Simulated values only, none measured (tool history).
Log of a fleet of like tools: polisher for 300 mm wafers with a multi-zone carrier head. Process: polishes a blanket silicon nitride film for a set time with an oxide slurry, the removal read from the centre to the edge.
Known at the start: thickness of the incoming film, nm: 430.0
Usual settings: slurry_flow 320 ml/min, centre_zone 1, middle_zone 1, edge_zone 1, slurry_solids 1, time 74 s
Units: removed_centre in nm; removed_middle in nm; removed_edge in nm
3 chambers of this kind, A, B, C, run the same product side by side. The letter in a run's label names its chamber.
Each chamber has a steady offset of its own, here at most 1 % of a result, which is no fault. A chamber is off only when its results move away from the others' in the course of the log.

run   hour  slurry_flow  centre_zone  middle_zone  edge_zone  slurry_solids  time  wafers polished on this pad  hours since the slurry nozzle was cleaned  hours since the centre zone pressure was calibrated  hours since the edge zone pressure was calibrated  removed_centre  removed_middle  removed_edge
 1B    4.7          320            1            1          1              1    74                         1001                                      228.2                                               1229.3                                              623.1          44.516          45.127        44.419
 2A    9.9          320            1            1          1              1    74                         1178                                      119.3                                                165.4                                              155.5          44.525          44.028         44.77
 3C   14.2          320            1            1          1              1    74                          820                                      767.2                                               1327.7                                              406.7          43.776          43.754        44.377
      17.3  -- chamber B: slurry nozzle cleaned
 4C   19.1          320            1            1          1              1    74                          852                                      772.1                                               1332.6                                              411.6          43.618          44.097        43.871
      21.8  -- chamber B: worn pad replaced by a new one
 5B     23          320            1            1          1              1    74                            7                                        5.8                                               1247.6                                              641.4          44.206          44.855         45.18
 6A   26.8          320            1            1          1              1    74                         1289                                      136.2                                                182.3                                              172.4          44.842          45.191         44.31
 7C   30.7          320            1            1          1              1    74                          928                                      783.7                                               1344.2                                              423.2          44.208          45.633        44.051
 8A   35.1          320            1            1          1              1    74                         1343                                      144.5                                                190.6                                              180.7          44.588          44.634        44.912
        38  -- chamber A: worn pad replaced by a new one
      38.9  -- chamber C: slurry nozzle cleaned
 9B     39          320            1            1          1              1    74                          112                                       21.8                                               1263.6                                              657.4          44.549          44.706        44.651
10B   43.3          320            1            1          1              1    90                          141                                       26.1                                               1267.9                                              661.7          54.169          55.406        53.976
11C   46.3          320            1            1          1              1    90                         1030                                        7.5                                               1359.8                                              438.8          53.248          54.965        53.695
12A   51.2          320            1            1          1              1    90                           86                                      160.6                                                206.7                                              196.8          54.041          54.116         54.06
13B   55.5          320            1            1          1              1    74                          221                                       38.3                                               1280.1                                              673.9          44.608          44.065        43.797
14C   60.2          320            1            1        1.1              1    74                         1122                                       21.4                                               1373.7                                              452.7          43.424          44.049        46.214
15A   64.9          320            1            1        1.1              1    74                          176                                      174.3                                                220.4                                              210.5          44.711          44.368         47.15
16B   69.5          320            1            1        1.1              1    74                          312                                       52.3                                               1294.1                                              687.9          44.698          42.857        46.793
17A   72.2          320            1            1          1              1    74                          224                                      181.6                                                227.7                                              217.8          44.059          43.855        44.794
      73.4  -- chamber C: centre zone pressure recalibrated
18C   75.3          320            1            1          1              1    74                         1221                                       36.5                                                    2                                              467.8          40.678          43.424         44.05
19A   78.1          320            1            1          1              1    74                          263                                      187.5                                                233.6                                              223.7          44.302          44.214        44.689
20C   82.9          320            1         1.07          1              1    74                         1270                                       44.1                                                  9.6                                              475.4          41.668          47.431        43.418
21B   87.3          320            1         1.07          1              1    74                          429                                       70.1                                               1311.9                                              705.7          44.356          47.163         43.88
      88.1  -- chamber C: worn pad replaced by a new one
      89.4  -- chamber A: slurry nozzle cleaned
22A     91          320            1         1.07          1              1    74                          347                                        1.6                                                246.5                                              236.6          44.867          46.986        44.808
23C   95.2          320            1            1          1           0.75    74                           46                                       56.4                                                 21.9                                              487.7          35.522           38.72         38.64
24B   98.3          320            1            1          1           0.75    74                          501                                       81.1                                               1322.9                                              716.7          38.476          37.994         38.01
25C    101          320            1            1          1           0.75    74                           84                                       62.2                                                 27.7                                              493.5          36.071          38.432        38.307
26B  103.4          425            1            1          1            0.8    74                          535                                       86.2                                                 1328                                              721.8          41.372          40.745        40.142
27A  106.9          425            1            1          1            0.8    74                          452                                       17.5                                                262.4                                              252.5          40.824          41.229        40.408
28A  109.7          425            1            1          1            0.8    74                          470                                       20.3                                                265.2                                              255.3          41.083          41.118        40.876
29B  114.7          320            1            1          1              1    74                          609                                       97.5                                               1339.3                                              733.1          44.267          43.849        44.816
30C    117          320            1            1          1              1    74                          189                                       78.2                                                 43.7                                              509.5          41.081          44.981        44.251
31A    122          320            1            1          1              1    74                          551                                       32.6                                                277.5                                              267.6          44.757           45.16         44.74

Is one chamber off against the others, does the gauge drift, or is nothing wrong? If a chamber is off, say which, and what the likeliest cause is.

A service left chamber C off against the others.
Cause: centre zone's pressure below its setpoint, % = 6.

Here are 4 candidates for chamber C's next run, each the usual settings with a change, their results left as question marks. Which one brings its results back in line with what the others give on the usual settings?
In line means no further than this from the other chambers' mean on the usual settings: removed_centre 1 nm; removed_middle 2.3 nm; removed_edge 1.1 nm
32C-1  125.7          315         0.94         1.01       1.02              1    73                                                                                                                                                                                               ?               ?             ?
32C-2  125.7          325         1.06         0.99       0.98              1    75                                                                                                                                                                                               ?               ?             ?
32C-3  125.7          315          0.9         1.02       1.03              1    72                                                                                                                                                                                               ?               ?             ?
32C-4  125.7          325          1.1         0.98       0.97              1    76                                                                                                                                                                                               ?               ?             ?

The other chambers' mean on the usual settings: removed_centre 44.476 nm; removed_middle 44.567 nm; removed_edge 44.379 nm
  run  removed_centre  removed_middle  removed_edge
32C-1          37.744          43.739        43.659
32C-2          44.438          44.234        44.038
32C-3          35.462          43.535        43.276
32C-4          46.899          44.406        44.397
32C-2 brings the chamber back in line.

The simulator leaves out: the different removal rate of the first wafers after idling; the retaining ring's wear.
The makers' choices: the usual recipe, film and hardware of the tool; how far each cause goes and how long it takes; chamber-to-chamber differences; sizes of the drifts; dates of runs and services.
